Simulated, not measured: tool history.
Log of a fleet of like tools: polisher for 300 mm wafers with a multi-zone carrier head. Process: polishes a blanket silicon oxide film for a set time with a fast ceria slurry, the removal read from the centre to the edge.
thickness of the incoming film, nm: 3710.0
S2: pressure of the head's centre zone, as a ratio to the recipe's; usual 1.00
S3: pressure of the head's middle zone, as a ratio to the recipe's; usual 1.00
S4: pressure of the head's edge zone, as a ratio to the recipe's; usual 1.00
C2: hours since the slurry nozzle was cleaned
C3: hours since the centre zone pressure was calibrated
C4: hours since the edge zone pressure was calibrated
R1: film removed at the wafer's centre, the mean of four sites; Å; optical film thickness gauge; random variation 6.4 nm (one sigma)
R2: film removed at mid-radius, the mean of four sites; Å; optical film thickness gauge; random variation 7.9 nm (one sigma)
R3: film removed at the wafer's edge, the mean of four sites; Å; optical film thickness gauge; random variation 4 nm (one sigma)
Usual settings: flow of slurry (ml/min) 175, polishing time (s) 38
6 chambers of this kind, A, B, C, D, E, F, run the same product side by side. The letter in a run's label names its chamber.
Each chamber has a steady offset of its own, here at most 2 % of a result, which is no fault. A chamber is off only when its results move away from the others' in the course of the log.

run 1D hour=4.1 | flow_of_slurry_(ml/min)=175 S2=1.00 S3=1.00 S4=1.00 polishing_time_(s)=38 | wafers_polished_on_this_pad=741 C2=302.1 C3=350.0 C4=791.6 | R1=5277.6 R2=5251.8 R3=5432.2
run 2C hour=8.2 | flow_of_slurry_(ml/min)=175 S2=1.00 S3=1.00 S4=1.00 polishing_time_(s)=38 | wafers_polished_on_this_pad=191 C2=243.0 C3=373.9 C4=376.6 | R1=5329.4 R2=5494.9 R3=5326.3
run 3E hour=10.8 | flow_of_slurry_(ml/min)=175 S2=1.00 S3=1.00 S4=1.00 polishing_time_(s)=38 | wafers_polished_on_this_pad=343 C2=414.6 C3=128.8 C4=631.0 | R1=5202.0 R2=5387.4 R3=5383.3
run 4B hour=15.9 | flow_of_slurry_(ml/min)=175 S2=1.00 S3=1.00 S4=1.00 polishing_time_(s)=38 | wafers_polished_on_this_pad=927 C2=56.8 C3=463.0 C4=219.1 | R1=5333.0 R2=5315.0 R3=5286.9
run 5A hour=21.0 | flow_of_slurry_(ml/min)=175 S2=1.00 S3=1.00 S4=1.00 polishing_time_(s)=38 | wafers_polished_on_this_pad=417 C2=231.0 C3=782.5 C4=296.6 | R1=5262.0 R2=5281.7 R3=5311.6
run 6F hour=23.7 | flow_of_slurry_(ml/min)=175 S2=1.00 S3=1.00 S4=1.00 polishing_time_(s)=38 | wafers_polished_on_this_pad=464 C2=71.5 C3=236.4 C4=204.2 | R1=5359.8 R2=5325.9 R3=5384.6
run 7B hour=28.1 | flow_of_slurry_(ml/min)=175 S2=1.00 S3=1.00 S4=1.00 polishing_time_(s)=38 | wafers_polished_on_this_pad=1087 C2=69.0 C3=475.2 C4=231.3 | R1=5382.0 R2=5279.4 R3=5347.8
-- hour=29.6 chamber D: worn pad replaced by a new one
run 8F hour=30.8 | flow_of_slurry_(ml/min)=175 S2=1.00 S3=1.00 S4=1.00 polishing_time_(s)=38 | wafers_polished_on_this_pad=557 C2=78.6 C3=243.5 C4=211.3 | R1=5234.8 R2=5456.3 R3=5368.5
run 9D hour=34.8 | flow_of_slurry_(ml/min)=175 S2=1.00 S3=1.00 S4=1.00 polishing_time_(s)=38 | wafers_polished_on_this_pad=69 C2=332.8 C3=380.7 C4=822.3 | R1=5373.4 R2=5318.5 R3=5406.8
run 10C hour=37.4 | flow_of_slurry_(ml/min)=175 S2=1.00 S3=1.00 S4=1.00 polishing_time_(s)=38 | wafers_polished_on_this_pad=575 C2=272.2 C3=403.1 C4=405.8 | R1=5260.8 R2=5369.7 R3=5397.0
run 11A hour=41.3 | flow_of_slurry_(ml/min)=175 S2=1.00 S3=1.00 S4=1.00 polishing_time_(s)=38 | wafers_polished_on_this_pad=683 C2=251.3 C3=802.8 C4=316.9 | R1=5244.0 R2=5478.2 R3=5360.7
-- hour=42.4 chamber E: worn pad replaced by a new one
run 12E hour=44.4 | flow_of_slurry_(ml/min)=175 S2=1.00 S3=1.00 S4=1.00 polishing_time_(s)=38 | wafers_polished_on_this_pad=26 C2=448.2 C3=162.4 C4=664.6 | R1=5342.8 R2=5302.5 R3=5318.3
-- hour=46.1 chamber B: worn pad replaced by a new one
run 13C hour=49.5 | flow_of_slurry_(ml/min)=175 S2=1.00 S3=1.00 S4=1.00 polishing_time_(s)=38 | wafers_polished_on_this_pad=734 C2=284.3 C3=415.2 C4=417.9 | R1=5361.5 R2=5368.7 R3=5334.5
run 14A hour=52.8 | flow_of_slurry_(ml/min)=175 S2=1.00 S3=1.00 S4=1.00 polishing_time_(s)=38 | wafers_polished_on_this_pad=835 C2=262.8 C3=814.3 C4=328.4 | R1=5303.3 R2=5455.3 R3=5333.2
run 15D hour=56.8 | flow_of_slurry_(ml/min)=175 S2=1.04 S3=1.00 S4=1.00 polishing_time_(s)=38 | wafers_polished_on_this_pad=358 C2=354.8 C3=402.7 C4=844.3 | R1=5680.7 R2=5289.7 R3=5338.0
run 16E hour=60.8 | flow_of_slurry_(ml/min)=175 S2=1.04 S3=1.00 S4=1.00 polishing_time_(s)=38 | wafers_polished_on_this_pad=242 C2=464.6 C3=178.8 C4=681.0 | R1=5537.4 R2=5366.3 R3=5394.5
run 17F hour=64.8 | flow_of_slurry_(ml/min)=175 S2=1.04 S3=1.00 S4=1.00 polishing_time_(s)=38 | wafers_polished_on_this_pad=1004 C2=112.6 C3=277.5 C4=245.3 | R1=5498.0 R2=5346.4 R3=5340.9
run 18B hour=68.6 | flow_of_slurry_(ml/min)=175 S2=1.04 S3=1.00 S4=1.00 polishing_time_(s)=38 | wafers_polished_on_this_pad=296 C2=109.5 C3=515.7 C4=271.8 | R1=5484.9 R2=5485.8 R3=5333.4
run 19C hour=73.5 | flow_of_slurry_(ml/min)=175 S2=1.04 S3=1.00 S4=1.00 polishing_time_(s)=38 | wafers_polished_on_this_pad=1049 C2=308.3 C3=439.2 C4=441.9 | R1=5726.8 R2=5423.1 R3=5343.5
-- hour=74.8 chamber C: worn pad replaced by a new one
run 20F hour=76.7 | flow_of_slurry_(ml/min)=175 S2=1.04 S3=1.00 S4=1.00 polishing_time_(s)=38 | wafers_polished_on_this_pad=1160 C2=124.5 C3=289.4 C4=257.2 | R1=5497.4 R2=5249.5 R3=5240.7
run 21A hour=80.8 | flow_of_slurry_(ml/min)=175 S2=1.00 S3=1.00 S4=1.00 polishing_time_(s)=38 | wafers_polished_on_this_pad=1202 C2=290.8 C3=842.3 C4=356.4 | R1=5304.2 R2=5351.8 R3=5325.6
run 22D hour=84.3 | flow_of_slurry_(ml/min)=175 S2=1.00 S3=1.00 S4=1.00 polishing_time_(s)=38 | wafers_polished_on_this_pad=719 C2=382.3 C3=430.2 C4=871.8 | R1=5389.3 R2=5154.5 R3=5403.0
run 23B hour=87.2 | flow_of_slurry_(ml/min)=175 S2=1.00 S3=1.00 S4=1.00 polishing_time_(s)=38 | wafers_polished_on_this_pad=540 C2=128.1 C3=534.3 C4=290.4 | R1=5346.4 R2=5535.1 R3=5360.9
run 24E hour=90.5 | flow_of_slurry_(ml/min)=175 S2=1.00 S3=1.00 S4=1.00 polishing_time_(s)=38 | wafers_polished_on_this_pad=632 C2=494.3 C3=208.5 C4=710.7 | R1=5369.7 R2=5467.8 R3=5321.1
-- hour=91.2 chamber E: worn pad replaced by a new one
-- hour=93.4 chamber A: worn pad replaced by a new one
run 25C hour=95.4 | flow_of_slurry_(ml/min)=175 S2=1.00 S3=1.00 S4=1.00 polishing_time_(s)=38 | wafers_polished_on_this_pad=271 C2=330.2 C3=461.1 C4=463.8 | R1=5373.3 R2=5459.8 R3=5314.9
run 26F hour=98.3 | flow_of_slurry_(ml/min)=175 S2=1.00 S3=1.00 S4=0.93 polishing_time_(s)=45 | wafers_polished_on_this_pad=1444 C2=146.1 C3=311.0 C4=278.8 | R1=6011.8 R2=6143.7 R3=5862.1
-- hour=100.7 chamber D: slurry nozzle cleaned
run 27D hour=102.5 | flow_of_slurry_(ml/min)=175 S2=1.00 S3=1.00 S4=0.93 polishing_time_(s)=45 | wafers_polished_on_this_pad=958 C2=1.9 C3=448.4 C4=890.0 | R1=6461.0 R2=6165.4 R3=6173.7
-- hour=102.9 chamber A: slurry nozzle cleaned
-- hour=103.7 chamber C: slurry nozzle cleaned
run 28B hour=106.3 | flow_of_slurry_(ml/min)=175 S2=1.00 S3=1.00 S4=0.93 polishing_time_(s)=45 | wafers_polished_on_this_pad=791 C2=147.2 C3=553.4 C4=309.5 | R1=6229.7 R2=6178.3 R3=6090.6
run 29E hour=110.1 | flow_of_slurry_(ml/min)=175 S2=1.00 S3=1.00 S4=0.93 polishing_time_(s)=45 | wafers_polished_on_this_pad=248 C2=513.9 C3=228.1 C4=730.3 | R1=6447.6 R2=6417.6 R3=6194.5
-- hour=112.9 chamber D: worn pad replaced by a new one
run 30A hour=113.2 | flow_of_slurry_(ml/min)=175 S2=1.00 S3=1.00 S4=0.93 polishing_time_(s)=45 | wafers_polished_on_this_pad=260 C2=10.3 C3=874.7 C4=388.8 | R1=6447.0 R2=6588.7 R3=6049.9
run 31F hour=117.4 | flow_of_slurry_(ml/min)=175 S2=1.00 S3=1.00 S4=0.93 polishing_time_(s)=45 | wafers_polished_on_this_pad=1695 C2=165.2 C3=330.1 C4=297.9 | R1=5864.7 R2=6283.2 R3=5825.3
run 32E hour=121.4 | flow_of_slurry_(ml/min)=175 S2=1.00 S3=1.00 S4=1.00 polishing_time_(s)=38 | wafers_polished_on_this_pad=397 C2=525.2 C3=239.4 C4=741.6 | R1=5440.3 R2=5295.2 R3=5409.7
-- hour=124.3 chamber C: edge zone pressure recalibrated
run 33D hour=124.9 | flow_of_slurry_(ml/min)=175 S2=1.00 S3=1.00 S4=1.00 polishing_time_(s)=38 | wafers_polished_on_this_pad=158 C2=24.3 C3=470.8 C4=912.4 | R1=5310.9 R2=5278.0 R3=5403.9
run 34C hour=129.9 | flow_of_slurry_(ml/min)=175 S2=1.00 S3=1.00 S4=1.00 polishing_time_(s)=38 | wafers_polished_on_this_pad=724 C2=26.3 C3=495.6 C4=5.6 | R1=5408.1 R2=5302.7 R3=5313.9
run 35B hour=133.7 | flow_of_slurry_(ml/min)=175 S2=1.00 S3=1.00 S4=1.00 polishing_time_(s)=38 | wafers_polished_on_this_pad=1151 C2=174.6 C3=580.8 C4=336.9 | R1=5360.4 R2=5440.3 R3=5409.2
run 36A hour=138.0 | flow_of_slurry_(ml/min)=175 S2=1.00 S3=1.00 S4=1.00 polishing_time_(s)=38 | wafers_polished_on_this_pad=586 C2=35.1 C3=899.5 C4=413.6 | R1=5260.5 R2=5416.7 R3=5321.2
-- hour=139.8 chamber B: worn pad replaced by a new one
run 37B hour=142.8 | flow_of_slurry_(ml/min)=175 S2=1.00 S3=1.00 S4=1.00 polishing_time_(s)=38 | wafers_polished_on_this_pad=39 C2=183.7 C3=589.9 C4=346.0 | R1=5332.3 R2=5381.3 R3=5302.8
-- hour=146.0 chamber E: worn pad replaced by a new one
run 38D hour=146.2 | flow_of_slurry_(ml/min)=175 S2=1.00 S3=1.00 S4=1.00 polishing_time_(s)=38 | wafers_polished_on_this_pad=438 C2=45.6 C3=492.1 C4=933.7 | R1=5332.3 R2=5244.3 R3=5433.6
run 39A hour=149.5 | flow_of_slurry_(ml/min)=175 S2=1.00 S3=1.00 S4=1.00 polishing_time_(s)=38 | wafers_polished_on_this_pad=737 C2=46.6 C3=911.0 C4=425.1 | R1=5448.4 R2=5495.0 R3=5430.4
run 40E hour=152.6 | flow_of_slurry_(ml/min)=175 S2=1.00 S3=1.00 S4=1.00 polishing_time_(s)=46 | wafers_polished_on_this_pad=87 C2=556.4 C3=270.6 C4=772.8 | R1=6339.7 R2=6471.0 R3=6456.8
run 41F hour=154.9 | flow_of_slurry_(ml/min)=175 S2=1.00 S3=1.00 S4=1.00 polishing_time_(s)=46 | wafers_polished_on_this_pad=2187 C2=202.7 C3=367.6 C4=335.4 | R1=5903.6 R2=6073.9 R3=6028.1
-- hour=156.9 chamber C: centre zone pressure recalibrated
run 42C hour=158.4 | flow_of_slurry_(ml/min)=175 S2=1.00 S3=1.00 S4=1.00 polishing_time_(s)=46 | wafers_polished_on_this_pad=1098 C2=54.8 C3=1.6 C4=34.1 | R1=6631.9 R2=6584.3 R3=6478.6

What goes on in this fleet: one chamber off, a drifting gauge, or nothing beyond the chambers' own small offsets? Name the chamber and the cause, if any.

Chamber F drifts away from the others.
Cause: removal rate lost through wear of the pad, % = 7.34.
The log may not tell that from: slurry flow missing at the pad, %.

Here are 4 candidates for chamber F's next run, each the usual settings with a change, their results left as question marks. Which one brings its results back in line with what the others give on the usual settings?
In line means no further than this from the other chambers' mean on the usual settings: R1 220.0 Å; R2 280.0 Å; R3 140.0 Å
run 43F-1 hour=162.1 | flow_of_slurry_(ml/min)=175 S2=1.00 S3=1.00 S4=1.00 polishing_time_(s)=39 | R1=? R2=? R3=?
run 43F-2 hour=162.1 | flow_of_slurry_(ml/min)=175 S2=1.01 S3=1.00 S4=1.00 polishing_time_(s)=41 | R1=? R2=? R3=?
run 43F-3 hour=162.1 | flow_of_slurry_(ml/min)=175 S2=1.00 S3=1.00 S4=1.00 polishing_time_(s)=37 | R1=? R2=? R3=?
run 43F-4 hour=162.1 | flow_of_slurry_(ml/min)=175 S2=0.99 S3=1.00 S4=1.00 polishing_time_(s)=35 | R1=? R2=? R3=?

The other chambers' mean on the usual settings: R1 5350.2 Å; R2 5370.8 Å; R3 5372.0 Å
run=43F-1 R1=5056.8 R2=5111.6 R3=5122.9
run=43F-2 R1=5375.2 R2=5373.4 R3=5385.6
run=43F-3 R1=4797.5 R2=4849.5 R3=4860.2
run=43F-4 R1=4487.7 R2=4587.6 R3=4597.5
43F-2 brings the chamber back in line.
